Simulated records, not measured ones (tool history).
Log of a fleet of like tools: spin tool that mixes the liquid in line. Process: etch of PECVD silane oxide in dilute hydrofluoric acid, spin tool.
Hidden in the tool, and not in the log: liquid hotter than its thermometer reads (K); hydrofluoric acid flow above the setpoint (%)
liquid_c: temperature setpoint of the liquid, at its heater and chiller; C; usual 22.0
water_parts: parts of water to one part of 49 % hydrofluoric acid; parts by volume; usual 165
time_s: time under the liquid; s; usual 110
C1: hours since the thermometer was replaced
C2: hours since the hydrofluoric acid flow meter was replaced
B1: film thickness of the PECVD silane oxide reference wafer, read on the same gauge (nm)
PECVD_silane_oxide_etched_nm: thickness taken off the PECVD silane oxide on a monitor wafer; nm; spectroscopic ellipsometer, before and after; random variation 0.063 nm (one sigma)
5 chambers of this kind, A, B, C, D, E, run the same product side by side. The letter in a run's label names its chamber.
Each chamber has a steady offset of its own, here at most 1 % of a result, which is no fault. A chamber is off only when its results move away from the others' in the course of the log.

Run 1B, day 0.142: usual settings; C1 1451.1; C2 397.4; B1 39.966. Result: PECVD_silane_oxide_etched_nm 12.1170 nm.
Run 2C, day 0.275: usual settings; C1 1148.6; C2 23.5; B1 40.029. Result: PECVD_silane_oxide_etched_nm 12.3110 nm.
Run 3A, day 0.412: usual settings; C1 78.7; C2 512.6; B1 39.976. Result: PECVD_silane_oxide_etched_nm 12.3160 nm.
Run 4D, day 0.538: usual settings; C1 439.9; C2 210.6; B1 40.022. Result: PECVD_silane_oxide_etched_nm 12.3090 nm.
Run 5E, day 0.671: usual settings but time_s 75 s; C1 1040.9; C2 105.3; B1 40.017. Result: PECVD_silane_oxide_etched_nm 8.3329 nm.
Run 6D, day 0.862: usual settings but time_s 75 s; C1 447.7; C2 218.4; B1 39.997. Result: PECVD_silane_oxide_etched_nm 8.4699 nm.
Run 7B, day 1.062: usual settings but time_s 75 s; C1 1473.2; C2 419.5; B1 40.000. Result: PECVD_silane_oxide_etched_nm 8.2910 nm.
Run 8A, day 1.200: usual settings but time_s 75 s; C1 97.6; C2 531.5; B1 39.957. Result: PECVD_silane_oxide_etched_nm 8.3593 nm.
Run 9E, day 1.392: usual settings but time_s 75 s; C1 1058.2; C2 122.6; B1 39.978. Result: PECVD_silane_oxide_etched_nm 8.4031 nm.
Run 10C, day 1.588: usual settings; C1 1180.1; C2 55.0; B1 40.024. Result: PECVD_silane_oxide_etched_nm 12.4350 nm.
Run 11B, day 1.783: usual settings but liquid_c 18.0 C; C1 1490.5; C2 436.8; B1 39.976. Result: PECVD_silane_oxide_etched_nm 10.4840 nm.
Run 12E, day 1.992: usual settings but liquid_c 18.0 C; C1 1072.6; C2 137.0; B1 40.025. Result: PECVD_silane_oxide_etched_nm 10.4170 nm.
Run 13A, day 2.104: usual settings but liquid_c 18.0 C; C1 119.3; C2 553.2; B1 40.019. Result: PECVD_silane_oxide_etched_nm 10.6300 nm.
Run 14C, day 2.283: usual settings but liquid_c 18.0 C; C1 1196.8; C2 71.7; B1 39.983. Result: PECVD_silane_oxide_etched_nm 10.6790 nm.
Run 15D, day 2.517: usual settings but liquid_c 18.0 C; C1 487.4; C2 258.1; B1 39.990. Result: PECVD_silane_oxide_etched_nm 10.6040 nm.
Run 16B, day 2.712: usual settings; C1 1512.8; C2 459.1; B1 40.032. Result: PECVD_silane_oxide_etched_nm 12.2410 nm.
Run 17E, day 2.908: usual settings but liquid_c 26.5 C, water_parts 220 parts by volume; C1 1094.6; C2 159.0; B1 40.016. Result: PECVD_silane_oxide_etched_nm 10.2000 nm.
Run 18D, day 3.117: usual settings but liquid_c 26.5 C, water_parts 220 parts by volume; C1 501.8; C2 272.5; B1 40.022. Result: PECVD_silane_oxide_etched_nm 10.2610 nm.
Run 19A, day 3.238: usual settings but liquid_c 26.5 C, water_parts 220 parts by volume; C1 146.5; C2 580.4; B1 40.002. Result: PECVD_silane_oxide_etched_nm 10.2730 nm.
Run 20C, day 3.471: usual settings but liquid_c 26.5 C, water_parts 220 parts by volume; C1 1225.3; C2 100.2; B1 40.005. Result: PECVD_silane_oxide_etched_nm 10.7440 nm.
Run 21A, day 3.712: usual settings but liquid_c 26.5 C, water_parts 220 parts by volume; C1 157.9; C2 591.8; B1 40.017. Result: PECVD_silane_oxide_etched_nm 10.2520 nm.
Run 22B, day 3.862: usual settings; C1 1540.4; C2 486.7; B1 40.009. Result: PECVD_silane_oxide_etched_nm 12.2180 nm.
Run 23C, day 3.975: usual settings but time_s 65 s; C1 1237.4; C2 112.3; B1 40.022. Result: PECVD_silane_oxide_etched_nm 7.5958 nm.
Run 24E, day 4.112: usual settings but time_s 65 s; C1 1123.5; C2 187.9; B1 39.988. Result: PECVD_silane_oxide_etched_nm 7.1407 nm.
Run 25D, day 4.271: usual settings but time_s 65 s; C1 529.5; C2 300.2; B1 39.984. Result: PECVD_silane_oxide_etched_nm 7.2704 nm.
Run 26B, day 4.383: usual settings but time_s 65 s; C1 1552.9; C2 499.2; B1 40.021. Result: PECVD_silane_oxide_etched_nm 7.2871 nm.
Run 27E, day 4.588: usual settings but time_s 65 s; C1 1134.9; C2 199.3; B1 40.036. Result: PECVD_silane_oxide_etched_nm 7.2348 nm.
Run 28D, day 4.825: usual settings; C1 542.8; C2 313.5; B1 39.986. Result: PECVD_silane_oxide_etched_nm 12.4080 nm.
Run 29C, day 5.050: usual settings but time_s 170 s; C1 1263.2; C2 138.1; B1 39.950. Result: PECVD_silane_oxide_etched_nm 20.3230 nm.
Run 30A, day 5.238: usual settings but time_s 170 s; C1 194.5; C2 628.4; B1 40.001. Result: PECVD_silane_oxide_etched_nm 19.0700 nm.
Run 31C, day 5.371: usual settings but time_s 170 s; C1 1270.9; C2 145.8; B1 39.996. Result: PECVD_silane_oxide_etched_nm 20.5230 nm.
Run 32E, day 5.550: usual settings but time_s 170 s; C1 1158.0; C2 222.4; B1 40.050. Result: PECVD_silane_oxide_etched_nm 18.7610 nm.
Run 33D, day 5.662: usual settings but time_s 170 s; C1 562.9; C2 333.6; B1 39.981. Result: PECVD_silane_oxide_etched_nm 19.1830 nm.

What goes on in this fleet: one chamber off, a drifting gauge, or nothing beyond the chambers' own small offsets? Name the chamber and the cause, if any.

Chamber C drifts away from the others.
Cause: liquid hotter than its thermometer reads (K) = 1.92.
The log may not tell that from: hydrofluoric acid flow above the setpoint (%).

Here are 4 candidates for chamber C's next run, each the usual settings with a change, their results left as question marks. Which one brings its results back in line with what the others give on the usual settings?
In line means no further than this from the other chambers' mean on the usual settings: PECVD_silane_oxide_etched_nm 0.2200 nm
Run 34C-1, day 5.838: usual settings but liquid_c 21.5 C. Result: PECVD_silane_oxide_etched_nm ?.
Run 34C-2, day 5.838: usual settings but water_parts 175 parts by volume. Result: PECVD_silane_oxide_etched_nm ?.
Run 34C-3, day 5.838: usual settings but liquid_c 22.5 C. Result: PECVD_silane_oxide_etched_nm ?.
Run 34C-4, day 5.838: usual settings but water_parts 155 parts by volume. Result: PECVD_silane_oxide_etched_nm ?.

The other chambers' mean on the usual settings: PECVD_silane_oxide_etched_nm 12.2960 nm
  run  PECVD_silane_oxide_etched_nm
34C-1                       12.9920
34C-2                       12.3530
34C-3                       13.4990
34C-4                       14.2470
34C-2 brings the chamber back in line.

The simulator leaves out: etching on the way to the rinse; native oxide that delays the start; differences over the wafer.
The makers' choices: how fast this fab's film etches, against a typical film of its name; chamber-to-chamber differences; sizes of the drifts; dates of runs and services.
